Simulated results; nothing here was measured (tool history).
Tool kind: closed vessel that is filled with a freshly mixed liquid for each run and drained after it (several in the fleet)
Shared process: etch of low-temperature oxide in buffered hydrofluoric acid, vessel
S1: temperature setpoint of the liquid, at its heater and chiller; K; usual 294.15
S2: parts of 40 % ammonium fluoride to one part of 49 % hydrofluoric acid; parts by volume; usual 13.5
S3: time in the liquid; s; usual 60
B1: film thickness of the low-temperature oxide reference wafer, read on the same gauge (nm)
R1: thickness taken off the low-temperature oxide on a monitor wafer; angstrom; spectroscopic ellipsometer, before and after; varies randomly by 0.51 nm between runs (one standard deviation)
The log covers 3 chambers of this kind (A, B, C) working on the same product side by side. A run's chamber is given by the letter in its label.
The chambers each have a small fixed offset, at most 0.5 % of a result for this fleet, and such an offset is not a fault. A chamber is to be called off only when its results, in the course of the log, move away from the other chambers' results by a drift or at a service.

Run 1A, hour 9.4: usual settings; B1 69.979. Result: R1 954.47 angstrom.
Run 2C, hour 16.5: usual settings; B1 69.995. Result: R1 967.92 angstrom.
Run 3B, hour 24.8: usual settings; B1 69.975. Result: R1 959.9 angstrom.
Run 4B, hour 33.4: usual settings; B1 69.992. Result: R1 950.44 angstrom.
Run 5A, hour 40.4: usual settings; B1 69.996. Result: R1 948.3 angstrom.
Run 6C, hour 50.1: usual settings; B1 70.006. Result: R1 956.18 angstrom.
Run 7A, hour 58: usual settings; B1 70.043. Result: R1 963.66 angstrom.
Run 8C, hour 63.6: usual settings; B1 69.994. Result: R1 960.2 angstrom.
Run 9B, hour 69.6: usual settings; B1 70.002. Result: R1 949.85 angstrom.
Run 10C, hour 80.1: usual settings; B1 70.039. Result: R1 955.28 angstrom.
Run 11A, hour 89.1: usual settings; B1 69.963. Result: R1 954.41 angstrom.
Run 12B, hour 98.2: usual settings; B1 69.987. Result: R1 966.87 angstrom.
Run 13A, hour 104.8: usual settings; B1 69.973. Result: R1 951.97 angstrom.
Run 14C, hour 111.1: usual settings; B1 69.991. Result: R1 948.49 angstrom.
Run 15B, hour 117.2: usual settings; B1 69.987. Result: R1 964.89 angstrom.
Run 16A, hour 126.9: usual settings but S3 75 s; B1 69.974. Result: R1 1171.1 angstrom.
Run 17B, hour 136.4: usual settings but S3 75 s; B1 69.988. Result: R1 1203.1 angstrom.
Run 18C, hour 142.7: usual settings but S3 75 s; B1 70.025. Result: R1 1205.8 angstrom.
Run 19B, hour 153.9: usual settings; B1 70.001. Result: R1 957.58 angstrom.
Run 20A, hour 162.2: usual settings but S1 297.15 K; B1 70.005. Result: R1 1088.4 angstrom.
Run 21C, hour 173.5: usual settings but S1 297.15 K; B1 69.974. Result: R1 1130.2 angstrom.
Run 22B, hour 184: usual settings but S1 297.15 K; B1 70.014. Result: R1 1137.1 angstrom.
Run 23A, hour 189.6: usual settings; B1 70.026. Result: R1 908.75 angstrom.
Run 24C, hour 197.9: usual settings; B1 69.977. Result: R1 949.69 angstrom.
Run 25C, hour 203.2: usual settings; B1 69.994. Result: R1 955.59 angstrom.
Run 26A, hour 213.3: usual settings; B1 69.994. Result: R1 901.73 angstrom.
Run 27B, hour 223.7: usual settings; B1 69.946. Result: R1 955.77 angstrom.

All chambers now run identical settings, listed one chamber a line with results as question marks. What results will each chamber show?
Run 28A, hour 232: usual settings but S1 291.65 K. Result: R1 ?.
Run 28B, hour 232: usual settings but S1 291.65 K. Result: R1 ?.
Run 28C, hour 232: usual settings but S1 291.65 K. Result: R1 ?.

run      R1
28A  779.64
28B  841.38
28C  839.77
